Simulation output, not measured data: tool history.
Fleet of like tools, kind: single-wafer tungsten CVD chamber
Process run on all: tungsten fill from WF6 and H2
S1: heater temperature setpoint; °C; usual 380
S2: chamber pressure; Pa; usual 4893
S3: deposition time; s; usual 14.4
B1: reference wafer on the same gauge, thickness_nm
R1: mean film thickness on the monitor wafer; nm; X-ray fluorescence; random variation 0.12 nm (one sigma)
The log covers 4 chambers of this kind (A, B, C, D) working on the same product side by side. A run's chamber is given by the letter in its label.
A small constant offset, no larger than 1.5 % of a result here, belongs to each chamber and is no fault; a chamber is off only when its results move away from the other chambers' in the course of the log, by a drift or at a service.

{"run": "1D", "hour": 14.0, "S1": 380, "S2": 4893, "S3": 14.4, "B1": 32.115, "R1": 30.967}
{"run": "2C", "hour": 21.2, "S1": 380, "S2": 4893, "S3": 14.4, "B1": 32.112, "R1": 31.426}
{"run": "3B", "hour": 33.3, "S1": 380, "S2": 4893, "S3": 14.4, "B1": 32.108, "R1": 31.552}
{"run": "4A", "hour": 43.0, "S1": 380, "S2": 4893, "S3": 14.4, "B1": 32.072, "R1": 31.051}
{"run": "5A", "hour": 54.5, "S1": 380, "S2": 4493, "S3": 13.3, "B1": 32.108, "R1": 27.317}
{"run": "6D", "hour": 63.5, "S1": 380, "S2": 4493, "S3": 13.3, "B1": 32.08, "R1": 27.223}
{"run": "7B", "hour": 77.0, "S1": 380, "S2": 4493, "S3": 13.3, "B1": 32.091, "R1": 27.863}
{"run": "8C", "hour": 85.6, "S1": 380, "S2": 4493, "S3": 13.3, "B1": 32.093, "R1": 28.057}
{"hour": 87.8, "done": "chamber A: thermocouple changed; heater temperature recalibrated"}
{"run": "9A", "hour": 99.2, "S1": 380, "S2": 4893, "S3": 14.4, "B1": 32.096, "R1": 30.835}
{"run": "10B", "hour": 114.0, "S1": 380, "S2": 4893, "S3": 14.4, "B1": 32.109, "R1": 31.533}
{"run": "11C", "hour": 127.0, "S1": 380, "S2": 4893, "S3": 14.4, "B1": 32.08, "R1": 31.303}
{"run": "12D", "hour": 135.3, "S1": 380, "S2": 4893, "S3": 14.4, "B1": 32.063, "R1": 30.793}
{"run": "13A", "hour": 149.8, "S1": 388, "S2": 4893, "S3": 14.4, "B1": 32.099, "R1": 36.343}
{"run": "14D", "hour": 159.7, "S1": 388, "S2": 4893, "S3": 14.4, "B1": 32.096, "R1": 36.142}
{"run": "15C", "hour": 169.1, "S1": 388, "S2": 4893, "S3": 14.4, "B1": 32.094, "R1": 37.026}
{"run": "16B", "hour": 181.2, "S1": 388, "S2": 4893, "S3": 14.4, "B1": 32.124, "R1": 36.932}
{"run": "17B", "hour": 193.7, "S1": 380, "S2": 4893, "S3": 14.4, "B1": 32.094, "R1": 31.461}
{"run": "18C", "hour": 207.8, "S1": 380, "S2": 3826, "S3": 15.9, "B1": 32.079, "R1": 30.846}
{"run": "19D", "hour": 221.1, "S1": 380, "S2": 3826, "S3": 15.9, "B1": 32.078, "R1": 30.483}
{"run": "20A", "hour": 228.9, "S1": 380, "S2": 3826, "S3": 15.9, "B1": 32.106, "R1": 30.231}
{"run": "21C", "hour": 241.4, "S1": 380, "S2": 3826, "S3": 15.9, "B1": 32.122, "R1": 30.874}
{"run": "22D", "hour": 255.5, "S1": 380, "S2": 4893, "S3": 14.4, "B1": 32.081, "R1": 30.774}
{"run": "23A", "hour": 269.9, "S1": 380, "S2": 4893, "S3": 14.4, "B1": 32.103, "R1": 30.909}
{"run": "24B", "hour": 278.3, "S1": 380, "S2": 4893, "S3": 14.4, "B1": 32.116, "R1": 31.328}
{"run": "25C", "hour": 288.7, "S1": 380, "S2": 4893, "S3": 14.4, "B1": 32.098, "R1": 31.319}
{"run": "26B", "hour": 301.2, "S1": 380, "S2": 4893, "S3": 14.4, "B1": 32.071, "R1": 31.645}

Which is it: a chamber that has drifted or been left off by a service, a gauge drift common to all chambers, or only each chamber's usual small offset? If a chamber is off, name it and its likeliest cause.

Beyond each chamber's small constant offset nothing stands out, and the gauge stays steady.
